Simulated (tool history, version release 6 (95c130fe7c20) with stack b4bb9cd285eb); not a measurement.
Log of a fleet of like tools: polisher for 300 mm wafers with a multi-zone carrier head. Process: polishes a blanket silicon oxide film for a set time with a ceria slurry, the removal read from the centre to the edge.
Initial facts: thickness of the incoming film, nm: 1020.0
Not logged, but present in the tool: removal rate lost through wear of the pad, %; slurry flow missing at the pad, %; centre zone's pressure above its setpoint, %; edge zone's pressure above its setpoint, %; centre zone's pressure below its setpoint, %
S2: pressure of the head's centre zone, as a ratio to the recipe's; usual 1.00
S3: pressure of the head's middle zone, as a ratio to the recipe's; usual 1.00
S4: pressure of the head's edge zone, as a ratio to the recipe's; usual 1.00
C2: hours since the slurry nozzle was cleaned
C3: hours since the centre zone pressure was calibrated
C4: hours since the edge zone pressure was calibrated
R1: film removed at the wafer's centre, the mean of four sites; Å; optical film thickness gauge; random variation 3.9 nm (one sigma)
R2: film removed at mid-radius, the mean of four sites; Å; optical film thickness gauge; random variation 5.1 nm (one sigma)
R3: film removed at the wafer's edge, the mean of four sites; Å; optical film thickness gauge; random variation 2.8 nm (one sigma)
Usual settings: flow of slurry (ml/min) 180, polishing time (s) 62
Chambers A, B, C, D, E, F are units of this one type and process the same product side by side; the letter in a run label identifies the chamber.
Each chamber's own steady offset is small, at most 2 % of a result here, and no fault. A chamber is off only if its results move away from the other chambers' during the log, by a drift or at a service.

-- day=0.150 chamber F: worn pad replaced by a new one
run 1D day=0.158 | flow_of_slurry_(ml/min)=180 S2=1.00 S3=1.00 S4=1.00 polishing_time_(s)=62 | wafers_polished_on_this_pad=242 C2=357.2 C3=484.0 C4=315.6 | R1=3455.5 R2=3563.4 R3=3474.1
run 2B day=0.246 | flow_of_slurry_(ml/min)=180 S2=1.00 S3=1.00 S4=1.00 polishing_time_(s)=62 | wafers_polished_on_this_pad=220 C2=172.9 C3=222.4 C4=498.7 | R1=3506.5 R2=3474.2 R3=3563.7
run 3A day=0.371 | flow_of_slurry_(ml/min)=180 S2=1.00 S3=1.00 S4=1.00 polishing_time_(s)=62 | wafers_polished_on_this_pad=174 C2=177.9 C3=263.8 C4=362.2 | R1=3499.1 R2=3517.8 R3=3521.5
run 4F day=0.454 | flow_of_slurry_(ml/min)=180 S2=1.00 S3=1.00 S4=1.00 polishing_time_(s)=62 | wafers_polished_on_this_pad=91 C2=474.4 C3=446.3 C4=373.9 | R1=3490.7 R2=3440.5 R3=3478.4
-- day=0.458 chamber C: worn pad replaced by a new one
-- day=0.567 chamber F: centre zone pressure recalibrated
run 5E day=0.575 | flow_of_slurry_(ml/min)=180 S2=1.00 S3=1.00 S4=1.00 polishing_time_(s)=62 | wafers_polished_on_this_pad=1477 C2=338.4 C3=295.9 C4=584.2 | R1=3428.8 R2=3409.7 R3=3560.9
run 6C day=0.696 | flow_of_slurry_(ml/min)=180 S2=1.00 S3=0.89 S4=1.00 polishing_time_(s)=62 | wafers_polished_on_this_pad=72 C2=560.3 C3=686.9 C4=794.7 | R1=3498.0 R2=3206.8 R3=3403.0
-- day=0.792 chamber E: worn pad replaced by a new one
run 7D day=0.854 | flow_of_slurry_(ml/min)=180 S2=1.00 S3=0.89 S4=1.00 polishing_time_(s)=62 | wafers_polished_on_this_pad=451 C2=373.9 C3=500.7 C4=332.3 | R1=3441.6 R2=3066.2 R3=3476.8
run 8A day=0.988 | flow_of_slurry_(ml/min)=180 S2=1.00 S3=0.89 S4=1.00 polishing_time_(s)=62 | wafers_polished_on_this_pad=359 C2=192.7 C3=278.6 C4=377.0 | R1=3497.8 R2=3186.0 R3=3551.3
run 9E day=1.146 | flow_of_slurry_(ml/min)=180 S2=1.00 S3=0.89 S4=1.00 polishing_time_(s)=62 | wafers_polished_on_this_pad=107 C2=352.1 C3=309.6 C4=597.9 | R1=3427.9 R2=3131.4 R3=3520.3
run 10F day=1.250 | flow_of_slurry_(ml/min)=180 S2=1.00 S3=0.89 S4=1.00 polishing_time_(s)=62 | wafers_polished_on_this_pad=329 C2=493.5 C3=16.5 C4=393.0 | R1=3520.0 R2=3167.6 R3=3490.9
-- day=1.425 chamber B: edge zone pressure recalibrated
run 11C day=1.425 | flow_of_slurry_(ml/min)=180 S2=1.00 S3=0.89 S4=1.00 polishing_time_(s)=62 | wafers_polished_on_this_pad=290 C2=577.8 C3=704.4 C4=812.2 | R1=3553.2 R2=3213.8 R3=3481.4
-- day=1.504 chamber A: worn pad replaced by a new one
run 12B day=1.542 | flow_of_slurry_(ml/min)=180 S2=1.00 S3=1.00 S4=1.00 polishing_time_(s)=62 | wafers_polished_on_this_pad=608 C2=204.0 C3=253.5 C4=2.9 | R1=3556.9 R2=3537.7 R3=3525.7
run 13D day=1.712 | flow_of_slurry_(ml/min)=180 S2=1.00 S3=1.00 S4=1.00 polishing_time_(s)=62 | wafers_polished_on_this_pad=708 C2=394.5 C3=521.3 C4=352.9 | R1=3500.6 R2=3519.4 R3=3510.0
-- day=1.746 chamber F: slurry nozzle cleaned
run 14A day=1.833 | flow_of_slurry_(ml/min)=180 S2=1.00 S3=1.00 S4=1.00 polishing_time_(s)=62 | wafers_polished_on_this_pad=99 C2=213.0 C3=298.9 C4=397.3 | R1=3481.2 R2=3490.8 R3=3556.0
run 15B day=1.942 | flow_of_slurry_(ml/min)=180 S2=1.00 S3=1.00 S4=1.00 polishing_time_(s)=62 | wafers_polished_on_this_pad=728 C2=213.6 C3=263.1 C4=12.5 | R1=3486.6 R2=3591.6 R3=3557.0
run 16E day=2.029 | flow_of_slurry_(ml/min)=180 S2=1.00 S3=1.00 S4=1.00 polishing_time_(s)=62 | wafers_polished_on_this_pad=371 C2=373.3 C3=330.8 C4=619.1 | R1=3475.3 R2=3439.1 R3=3573.2
run 17C day=2.204 | flow_of_slurry_(ml/min)=180 S2=1.00 S3=1.00 S4=1.00 polishing_time_(s)=62 | wafers_polished_on_this_pad=524 C2=596.5 C3=723.1 C4=830.9 | R1=3487.9 R2=3464.4 R3=3486.4
run 18F day=2.308 | flow_of_slurry_(ml/min)=180 S2=1.00 S3=1.00 S4=1.00 polishing_time_(s)=62 | wafers_polished_on_this_pad=647 C2=13.5 C3=41.9 C4=418.4 | R1=3512.1 R2=3530.0 R3=3445.4
run 19A day=2.388 | flow_of_slurry_(ml/min)=180 S2=1.00 S3=1.00 S4=1.00 polishing_time_(s)=62 | wafers_polished_on_this_pad=265 C2=226.3 C3=312.2 C4=410.6 | R1=3476.2 R2=3531.6 R3=3500.8
-- day=2.429 chamber C: worn pad replaced by a new one
run 20B day=2.504 | flow_of_slurry_(ml/min)=180 S2=1.00 S3=0.95 S4=0.89 polishing_time_(s)=62 | wafers_polished_on_this_pad=897 C2=227.1 C3=276.6 C4=26.0 | R1=3437.1 R2=3340.2 R3=3356.9
run 21D day=2.612 | flow_of_slurry_(ml/min)=180 S2=1.00 S3=0.95 S4=0.89 polishing_time_(s)=62 | wafers_polished_on_this_pad=978 C2=416.1 C3=542.9 C4=374.5 | R1=3441.4 R2=3365.9 R3=3316.0
run 22E day=2.792 | flow_of_slurry_(ml/min)=180 S2=1.00 S3=0.95 S4=0.89 polishing_time_(s)=62 | wafers_polished_on_this_pad=600 C2=391.6 C3=349.1 C4=637.4 | R1=3487.6 R2=3340.5 R3=3323.9
run 23F day=2.917 | flow_of_slurry_(ml/min)=180 S2=1.00 S3=0.95 S4=0.89 polishing_time_(s)=62 | wafers_polished_on_this_pad=829 C2=28.1 C3=56.5 C4=433.0 | R1=3478.2 R2=3366.9 R3=3246.8
-- day=2.942 chamber D: worn pad replaced by a new one
run 24C day=3.062 | flow_of_slurry_(ml/min)=180 S2=1.00 S3=0.95 S4=0.89 polishing_time_(s)=62 | wafers_polished_on_this_pad=190 C2=617.1 C3=743.7 C4=851.5 | R1=3522.8 R2=3394.3 R3=3294.3
run 25F day=3.238 | flow_of_slurry_(ml/min)=180 S2=1.00 S3=0.95 S4=0.89 polishing_time_(s)=62 | wafers_polished_on_this_pad=925 C2=35.8 C3=64.2 C4=440.7 | R1=3492.1 R2=3381.5 R3=3293.1
-- day=3.262 chamber A: worn pad replaced by a new one
run 26D day=3.392 | flow_of_slurry_(ml/min)=180 S2=1.00 S3=1.00 S4=1.00 polishing_time_(s)=62 | wafers_polished_on_this_pad=135 C2=434.8 C3=561.6 C4=393.2 | R1=3418.4 R2=3539.8 R3=3491.5
-- day=3.421 chamber F: worn pad replaced by a new one
run 27C day=3.517 | flow_of_slurry_(ml/min)=180 S2=1.04 S3=1.00 S4=1.00 polishing_time_(s)=45 | wafers_polished_on_this_pad=326 C2=628.0 C3=754.6 C4=862.4 | R1=2681.2 R2=2497.3 R3=2540.3
run 28E day=3.625 | flow_of_slurry_(ml/min)=180 S2=1.04 S3=1.00 S4=1.00 polishing_time_(s)=45 | wafers_polished_on_this_pad=850 C2=411.6 C3=369.1 C4=657.4 | R1=2581.4 R2=2550.5 R3=2589.2
run 29B day=3.767 | flow_of_slurry_(ml/min)=180 S2=1.04 S3=1.00 S4=1.00 polishing_time_(s)=45 | wafers_polished_on_this_pad=1275 C2=257.4 C3=306.9 C4=56.3 | R1=2641.7 R2=2576.4 R3=2560.8
run 30A day=3.867 | flow_of_slurry_(ml/min)=180 S2=1.04 S3=1.00 S4=1.00 polishing_time_(s)=45 | wafers_polished_on_this_pad=181 C2=261.8 C3=347.7 C4=446.1 | R1=2659.2 R2=2526.5 R3=2541.5
run 31A day=3.992 | flow_of_slurry_(ml/min)=180 S2=1.04 S3=1.00 S4=1.00 polishing_time_(s)=45 | wafers_polished_on_this_pad=218 C2=264.8 C3=350.7 C4=449.1 | R1=2619.2 R2=2533.2 R3=2556.7
-- day=4.150 chamber B: worn pad replaced by a new one
run 32B day=4.171 | flow_of_slurry_(ml/min)=180 S2=1.04 S3=1.00 S4=1.00 polishing_time_(s)=45 | wafers_polished_on_this_pad=6 C2=267.1 C3=316.6 C4=66.0 | R1=2621.7 R2=2474.2 R3=2570.4
run 33D day=4.338 | flow_of_slurry_(ml/min)=180 S2=1.00 S3=1.00 S4=1.00 polishing_time_(s)=62 | wafers_polished_on_this_pad=418 C2=457.5 C3=584.3 C4=415.9 | R1=3443.9 R2=3415.6 R3=3441.9
run 34C day=4.429 | flow_of_slurry_(ml/min)=180 S2=1.00 S3=1.00 S4=1.00 polishing_time_(s)=62 | wafers_polished_on_this_pad=599 C2=649.9 C3=776.5 C4=884.3 | R1=3479.4 R2=3530.0 R3=3437.6
run 35E day=4.512 | flow_of_slurry_(ml/min)=180 S2=1.00 S3=1.00 S4=1.00 polishing_time_(s)=62 | wafers_polished_on_this_pad=1116 C2=432.9 C3=390.4 C4=678.7 | R1=3381.1 R2=3525.2 R3=3522.0
run 36F day=4.612 | flow_of_slurry_(ml/min)=180 S2=1.00 S3=1.00 S4=1.00 polishing_time_(s)=62 | wafers_polished_on_this_pad=358 C2=68.8 C3=97.2 C4=473.7 | R1=3508.5 R2=3512.6 R3=3519.3
run 37A day=4.725 | flow_of_slurry_(ml/min)=180 S2=1.00 S3=1.00 S4=1.00 polishing_time_(s)=62 | wafers_polished_on_this_pad=438 C2=282.4 C3=368.3 C4=466.7 | R1=3512.2 R2=3448.7 R3=3544.0
run 38D day=4.825 | flow_of_slurry_(ml/min)=180 S2=1.00 S3=1.00 S4=1.00 polishing_time_(s)=62 | wafers_polished_on_this_pad=564 C2=469.2 C3=596.0 C4=427.6 | R1=3483.0 R2=3519.4 R3=3488.2

For the next run the whole fleet of 6 chambers uses the same settings. Give each chamber's results:
run 39A day=4.954 | flow_of_slurry_(ml/min)=180 S2=1.00 S3=1.00 S4=1.00 polishing_time_(s)=62 | R1=? R2=? R3=?
run 39B day=4.954 | flow_of_slurry_(ml/min)=180 S2=1.00 S3=1.00 S4=1.00 polishing_time_(s)=62 | R1=? R2=? R3=?
run 39C day=4.954 | flow_of_slurry_(ml/min)=180 S2=1.00 S3=1.00 S4=1.00 polishing_time_(s)=62 | R1=? R2=? R3=?
run 39D day=4.954 | flow_of_slurry_(ml/min)=180 S2=1.00 S3=1.00 S4=1.00 polishing_time_(s)=62 | R1=? R2=? R3=?
run 39E day=4.954 | flow_of_slurry_(ml/min)=180 S2=1.00 S3=1.00 S4=1.00 polishing_time_(s)=62 | R1=? R2=? R3=?
run 39F day=4.954 | flow_of_slurry_(ml/min)=180 S2=1.00 S3=1.00 S4=1.00 polishing_time_(s)=62 | R1=? R2=? R3=?

run=39A R1=3513.1 R2=3507.2 R3=3540.8
run=39B R1=3497.1 R2=3541.0 R3=3574.4
run=39C R1=3512.6 R2=3430.1 R3=3415.0
run=39D R1=3488.5 R2=3527.0 R3=3460.6
run=39E R1=3404.4 R2=3437.4 R3=3575.6
run=39F R1=3461.5 R2=3459.3 R3=3496.4
